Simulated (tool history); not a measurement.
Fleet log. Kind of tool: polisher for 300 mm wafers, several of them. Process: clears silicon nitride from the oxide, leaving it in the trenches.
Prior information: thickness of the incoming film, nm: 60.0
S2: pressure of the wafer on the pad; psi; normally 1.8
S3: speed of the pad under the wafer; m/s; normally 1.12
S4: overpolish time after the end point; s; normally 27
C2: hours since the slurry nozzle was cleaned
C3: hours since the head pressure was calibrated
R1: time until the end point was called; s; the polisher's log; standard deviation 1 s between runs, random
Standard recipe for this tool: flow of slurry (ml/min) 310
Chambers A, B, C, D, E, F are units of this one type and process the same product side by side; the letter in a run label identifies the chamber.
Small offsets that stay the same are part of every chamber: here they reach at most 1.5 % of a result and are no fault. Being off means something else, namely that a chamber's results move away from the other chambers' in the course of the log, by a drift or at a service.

At hour 1.9: chamber E: worn pad replaced by a new one.
At hour 6.3: chamber C: worn pad replaced by a new one.
Run 1B, hour 8.0: usual settings; wafers polished on this pad 724; C2 854.1; C3 903.9. Result: R1 95.990 s.
Run 2E, hour 12.1: usual settings; wafers polished on this pad 80; C2 349.0; C3 498.4. Result: R1 94.204 s.
Run 3C, hour 19.6: usual settings; wafers polished on this pad 104; C2 134.6; C3 341.0. Result: R1 95.758 s.
At hour 27.2: chamber A: slurry nozzle cleaned.
Run 4D, hour 28.4: usual settings; wafers polished on this pad 547; C2 337.9; C3 1039.4. Result: R1 93.877 s.
At hour 28.5: chamber A: worn pad replaced by a new one.
Run 5A, hour 33.3: usual settings; wafers polished on this pad 38; C2 6.2; C3 190.8. Result: R1 92.216 s.
At hour 34.6: chamber B: head pressure recalibrated.
At hour 35.7: chamber D: worn pad replaced by a new one.
Run 6F, hour 39.2: usual settings; wafers polished on this pad 347; C2 129.5; C3 330.6. Result: R1 95.664 s.
Run 7E, hour 47.0: usual settings; wafers polished on this pad 353; C2 383.9; C3 533.3. Result: R1 93.762 s.
Run 8A, hour 53.9: usual settings but flow of slurry (ml/min) 255, S4 12 s; wafers polished on this pad 199; C2 26.8; C3 211.4. Result: R1 94.954 s.
Run 9C, hour 58.5: usual settings but flow of slurry (ml/min) 255, S4 12 s; wafers polished on this pad 409; C2 173.5; C3 379.9. Result: R1 97.224 s.
At hour 59.9: chamber B: slurry nozzle cleaned.
Run 10F, hour 64.3: usual settings but flow of slurry (ml/min) 255, S4 12 s; wafers polished on this pad 543; C2 154.6; C3 355.7. Result: R1 96.823 s.
Run 11D, hour 71.9: usual settings but flow of slurry (ml/min) 255, S4 12 s; wafers polished on this pad 283; C2 381.4; C3 1082.9. Result: R1 96.072 s.
At hour 75.7: chamber B: worn pad replaced by a new one.
At hour 76.5: chamber C: slurry nozzle cleaned.
Run 12B, hour 79.3: usual settings but flow of slurry (ml/min) 255, S4 12 s; wafers polished on this pad 28; C2 19.4; C3 44.7. Result: R1 93.596 s.
Run 13F, hour 86.9: usual settings but flow of slurry (ml/min) 255, S4 12 s; wafers polished on this pad 720; C2 177.2; C3 378.3. Result: R1 97.487 s.
At hour 89.7: chamber F: worn pad replaced by a new one.
Run 14A, hour 92.4: usual settings but flow of slurry (ml/min) 405, S3 0.96 m/s; wafers polished on this pad 500; C2 65.3; C3 249.9. Result: R1 106.510 s.
Run 15C, hour 97.3: usual settings but flow of slurry (ml/min) 405, S3 0.96 m/s; wafers polished on this pad 713; C2 20.8; C3 418.7. Result: R1 108.700 s.
Run 16E, hour 106.0: usual settings but flow of slurry (ml/min) 405, S3 0.96 m/s; wafers polished on this pad 815; C2 442.9; C3 592.3. Result: R1 109.930 s.
Run 17B, hour 110.4: usual settings but flow of slurry (ml/min) 405, S3 0.96 m/s; wafers polished on this pad 272; C2 50.5; C3 75.8. Result: R1 110.420 s.
At hour 116.3: chamber D: worn pad replaced by a new one.
Run 18D, hour 117.7: usual settings but flow of slurry (ml/min) 405, S3 0.96 m/s; wafers polished on this pad 11; C2 427.2; C3 1128.7. Result: R1 108.450 s.
Run 19F, hour 125.1: usual settings but flow of slurry (ml/min) 405, S3 0.96 m/s; wafers polished on this pad 277; C2 215.4; C3 416.5. Result: R1 109.210 s.
At hour 129.4: chamber F: slurry nozzle cleaned.
Run 20B, hour 129.7: usual settings; wafers polished on this pad 423; C2 69.8; C3 95.1. Result: R1 95.704 s.
At hour 130.4: chamber E: head pressure recalibrated.
Run 21D, hour 134.4: usual settings; wafers polished on this pad 141; C2 443.9; C3 1145.4. Result: R1 94.823 s.
At hour 134.7: chamber A: worn pad replaced by a new one.
Run 22C, hour 140.9: usual settings but S3 0.82 m/s; wafers polished on this pad 1054; C2 64.4; C3 462.3. Result: R1 130.960 s.
Run 23E, hour 146.5: usual settings but S3 0.82 m/s; wafers polished on this pad 1132; C2 483.4; C3 16.2. Result: R1 140.390 s.
Run 24A, hour 150.9: usual settings but S3 0.82 m/s; wafers polished on this pad 127; C2 123.8; C3 308.4. Result: R1 127.210 s.
At hour 151.9: chamber C: worn pad replaced by a new one.
Run 25A, hour 157.8: usual settings but S3 0.82 m/s; wafers polished on this pad 181; C2 130.7; C3 315.3. Result: R1 124.890 s.
At hour 164.4: chamber E: worn pad replaced by a new one.
Run 26D, hour 166.8: usual settings but S3 0.82 m/s; wafers polished on this pad 395; C2 476.3; C3 1177.8. Result: R1 130.630 s.
Run 27C, hour 172.7: usual settings but S3 0.82 m/s; wafers polished on this pad 163; C2 96.2; C3 494.1. Result: R1 132.140 s.
Run 28B, hour 181.1: usual settings; wafers polished on this pad 825; C2 121.2; C3 146.5. Result: R1 94.906 s.
At hour 182.9: chamber F: worn pad replaced by a new one.
At hour 184.7: chamber D: worn pad replaced by a new one.
Run 29F, hour 190.1: usual settings but S2 2.2 psi; wafers polished on this pad 56; C2 60.8; C3 481.5. Result: R1 78.403 s.
Run 30E, hour 196.2: usual settings but S2 2.2 psi; wafers polished on this pad 249; C2 533.1; C3 65.9. Result: R1 86.393 s.
Run 31A, hour 205.4: usual settings but S2 2.2 psi; wafers polished on this pad 553; C2 178.3; C3 362.9. Result: R1 75.813 s.
At hour 210.2: chamber B: worn pad replaced by a new one.
Run 32F, hour 212.2: usual settings but S2 2.2 psi; wafers polished on this pad 229; C2 82.9; C3 503.6. Result: R1 76.901 s.
Run 33D, hour 219.3: usual settings but S2 2.2 psi; wafers polished on this pad 271; C2 528.8; C3 1230.3. Result: R1 77.140 s.
Run 34E, hour 223.4: usual settings but S2 2.2 psi; wafers polished on this pad 462; C2 560.3; C3 93.1. Result: R1 86.752 s.
Run 35B, hour 228.9: usual settings; wafers polished on this pad 146; C2 169.0; C3 194.3. Result: R1 95.167 s.
Run 36C, hour 233.0: usual settings; wafers polished on this pad 635; C2 156.5; C3 554.4. Result: R1 95.553 s.

Has any chamber moved away from the others, gradually or after a service, or does the common gauge drift, or do the chambers differ only by their own small steady offsets? State the chamber and the most likely cause if one applies.

Chamber E has stood off from the others ever since a service on it.
What lies behind it: head's pressure below its setpoint, % = 8.06.

Which of the 4 candidates below, each the usual settings with something changed and its results left as question marks, puts chamber E back in line with what the other chambers give on the usual settings?
Maximum distance from the other chambers' mean on the usual settings for a result to count as in line: R1 3.500 s
Run 37E-1, hour 239.8: usual settings but S2 1.9 psi, S3 1.16 m/s. Result: R1 ?.
Run 37E-2, hour 239.8: usual settings but S3 1.14 m/s. Result: R1 ?.
Run 37E-3, hour 239.8: usual settings but flow of slurry (ml/min) 230. Result: R1 ?.
Run 37E-4, hour 239.8: usual settings but S2 1.7 psi, S3 1.08 m/s. Result: R1 ?.

The mean the other chambers reach with the usual settings: R1 94.468 s
  run       R1
37E-1   94.681
37E-2  101.640
37E-3  106.800
37E-4  113.570
It is 37E-1 that realigns the chamber with its peers.
